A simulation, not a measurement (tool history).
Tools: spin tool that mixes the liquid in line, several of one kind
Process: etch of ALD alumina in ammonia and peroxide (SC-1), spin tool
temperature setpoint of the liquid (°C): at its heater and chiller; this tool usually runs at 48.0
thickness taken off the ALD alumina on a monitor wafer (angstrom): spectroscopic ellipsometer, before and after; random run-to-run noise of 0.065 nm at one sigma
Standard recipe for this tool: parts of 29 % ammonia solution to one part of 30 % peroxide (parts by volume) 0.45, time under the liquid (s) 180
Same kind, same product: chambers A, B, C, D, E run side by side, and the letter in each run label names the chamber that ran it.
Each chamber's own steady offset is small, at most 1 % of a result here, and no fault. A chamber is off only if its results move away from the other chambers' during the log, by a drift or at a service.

| run | hour | temperature setpoint of the liquid (°C) | parts of 29 % ammonia solution to one part of 30 % peroxide (parts by volume) | time under the liquid (s) | hours since the thermometer was replaced | hours since the ammonia flow meter was replaced | hours since the heated supply line was repaired | hours since the drum of ammonia solution was connected | read-back film thickness of the ALD alumina reference wafer, read on the same gauge (nm) | thickness taken off the ALD alumina on a monitor wafer (angstrom) |
|---|---|---|---|---|---|---|---|---|---|---|
| 1B | 11.5 | 48.0 | 0.45 | 180 | 496.2 | 191.3 | 824.1 | 520.1 | 60.017 | 77.488 |
| 2E | 22.0 | 48.0 | 0.45 | 180 | 1431.9 | 388.1 | 885.9 | 40.6 | 60.009 | 77.626 |
| 3D | 33.6 | 48.0 | 0.45 | 180 | 1298.4 | 471.7 | 98.7 | 399.9 | 59.992 | 77.108 |
| 4C | 40.4 | 48.0 | 0.45 | 180 | 854.0 | 1247.6 | 840.5 | 742.2 | 60.011 | 76.085 |
| 5A | 51.5 | 41.0 | 0.45 | 270 | 667.7 | 1085.5 | 1890.7 | 903.6 | 59.986 | 77.860 |
| 6A | 63.8 | 41.0 | 0.45 | 270 | 680.0 | 1097.8 | 1903.0 | 915.9 | 59.964 | 76.526 |
| 7C | 72.7 | 41.0 | 0.45 | 270 | 886.3 | 1279.9 | 872.8 | 774.5 | 59.996 | 77.757 |
| 8D | 84.9 | 41.0 | 0.45 | 270 | 1349.7 | 523.0 | 150.0 | 451.2 | 60.002 | 78.299 |
| 9E | 96.2 | 41.0 | 0.45 | 270 | 1506.1 | 462.3 | 960.1 | 114.8 | 59.969 | 77.726 |
| 10B | 104.6 | 48.0 | 0.45 | 180 | 589.3 | 284.4 | 917.2 | 613.2 | 60.019 | 76.216 |
| 11B | 111.2 | 48.0 | 0.45 | 180 | 595.9 | 291.0 | 923.8 | 619.8 | 59.998 | 75.911 |
|  | 116.2 | chamber E: ammonia flow meter replaced |
| 12E | 118.9 | 48.0 | 0.45 | 180 | 1528.8 | 2.8 | 982.8 | 137.5 | 60.015 | 77.810 |
| 13D | 126.9 | 48.0 | 0.45 | 180 | 1391.7 | 565.0 | 192.0 | 493.2 | 59.987 | 76.131 |
| 14A | 136.5 | 48.0 | 0.45 | 180 | 752.7 | 1170.5 | 1975.7 | 988.6 | 59.985 | 76.686 |
| 15C | 143.8 | 48.0 | 0.45 | 180 | 957.4 | 1351.0 | 943.9 | 845.6 | 60.017 | 77.975 |
| 16B | 150.7 | 39.5 | 0.45 | 180 | 635.4 | 330.5 | 963.3 | 659.3 | 60.000 | 45.425 |
|  | 156.5 | chamber A: new drum of ammonia solution connected |
| 17C | 159.6 | 39.5 | 0.45 | 180 | 973.2 | 1366.8 | 959.7 | 861.4 | 60.020 | 47.735 |
| 18D | 169.3 | 39.5 | 0.45 | 180 | 1434.1 | 607.4 | 234.4 | 535.6 | 60.047 | 47.000 |
| 19E | 181.2 | 39.5 | 0.45 | 180 | 1591.1 | 65.1 | 1045.1 | 199.8 | 60.035 | 47.718 |
| 20A | 190.7 | 39.5 | 0.45 | 180 | 806.9 | 1224.7 | 2029.9 | 34.3 | 60.006 | 47.041 |
| 21A | 198.1 | 48.0 | 0.30 | 180 | 814.3 | 1232.1 | 2037.3 | 41.7 | 60.014 | 73.294 |
| 22D | 209.5 | 48.0 | 0.30 | 180 | 1474.3 | 647.6 | 274.6 | 575.8 | 59.986 | 73.719 |
|  | 212.0 | chamber B: new drum of ammonia solution connected |
| 23B | 215.2 | 48.0 | 0.30 | 180 | 699.9 | 395.0 | 1027.8 | 3.2 | 60.049 | 71.695 |
| 24E | 227.3 | 48.0 | 0.30 | 180 | 1637.2 | 111.2 | 1091.2 | 245.9 | 59.996 | 74.461 |
| 25C | 235.5 | 48.0 | 0.30 | 180 | 1049.1 | 1442.7 | 1035.6 | 937.3 | 60.043 | 74.821 |
|  | 241.3 | chamber C: ammonia flow meter replaced |
| 26A | 245.1 | 48.0 | 0.45 | 180 | 861.3 | 1279.1 | 2084.3 | 88.7 | 60.015 | 76.720 |
| 27C | 251.7 | 48.0 | 0.45 | 180 | 1065.3 | 10.4 | 1051.8 | 953.5 | 59.979 | 78.456 |
|  | 254.2 | chamber C: new drum of ammonia solution connected |
| 28D | 257.1 | 48.0 | 0.45 | 180 | 1521.9 | 695.2 | 322.2 | 623.4 | 59.998 | 76.225 |
| 29E | 263.8 | 48.0 | 0.45 | 180 | 1673.7 | 147.7 | 1127.7 | 282.4 | 59.969 | 77.117 |
|  | 271.0 | chamber E: new drum of ammonia solution connected |
| 30B | 271.9 | 48.0 | 0.45 | 180 | 756.6 | 451.7 | 1084.5 | 59.9 | 60.058 | 72.097 |
| 31C | 278.1 | 48.0 | 0.45 | 180 | 1091.7 | 36.8 | 1078.2 | 23.9 | 59.957 | 77.710 |
| 32B | 284.4 | 48.0 | 0.45 | 180 | 769.1 | 464.2 | 1097.0 | 72.4 | 59.989 | 71.053 |
| 33A | 290.1 | 48.0 | 0.45 | 90 | 906.3 | 1324.1 | 2129.3 | 133.7 | 59.987 | 38.278 |
| 34D | 297.2 | 48.0 | 0.45 | 90 | 1562.0 | 735.3 | 362.3 | 663.5 | 59.973 | 38.763 |
| 35E | 308.2 | 48.0 | 0.45 | 90 | 1718.1 | 192.1 | 1172.1 | 37.2 | 60.025 | 38.518 |
| 36D | 316.6 | 48.0 | 0.45 | 90 | 1581.4 | 754.7 | 381.7 | 682.9 | 60.019 | 38.391 |
| 37B | 323.1 | 48.0 | 0.45 | 90 | 807.8 | 502.9 | 1135.7 | 111.1 | 59.970 | 35.844 |

All chambers now run identical settings, listed one chamber a line with results as question marks. What results will each chamber show?
| 38A | 331.9 | 48.0 | 0.45 | 180 |  |  |  |  |  | ? |
| 38B | 331.9 | 48.0 | 0.45 | 180 |  |  |  |  |  | ? |
| 38C | 331.9 | 48.0 | 0.45 | 180 |  |  |  |  |  | ? |
| 38D | 331.9 | 48.0 | 0.45 | 180 |  |  |  |  |  | ? |
| 38E | 331.9 | 48.0 | 0.45 | 180 |  |  |  |  |  | ? |

| run | thickness taken off the ALD alumina on a monitor wafer (angstrom) |
|---|---|
| 38A | 75.870 |
| 38B | 71.400 |
| 38C | 76.673 |
| 38D | 77.102 |
| 38E | 77.463 |
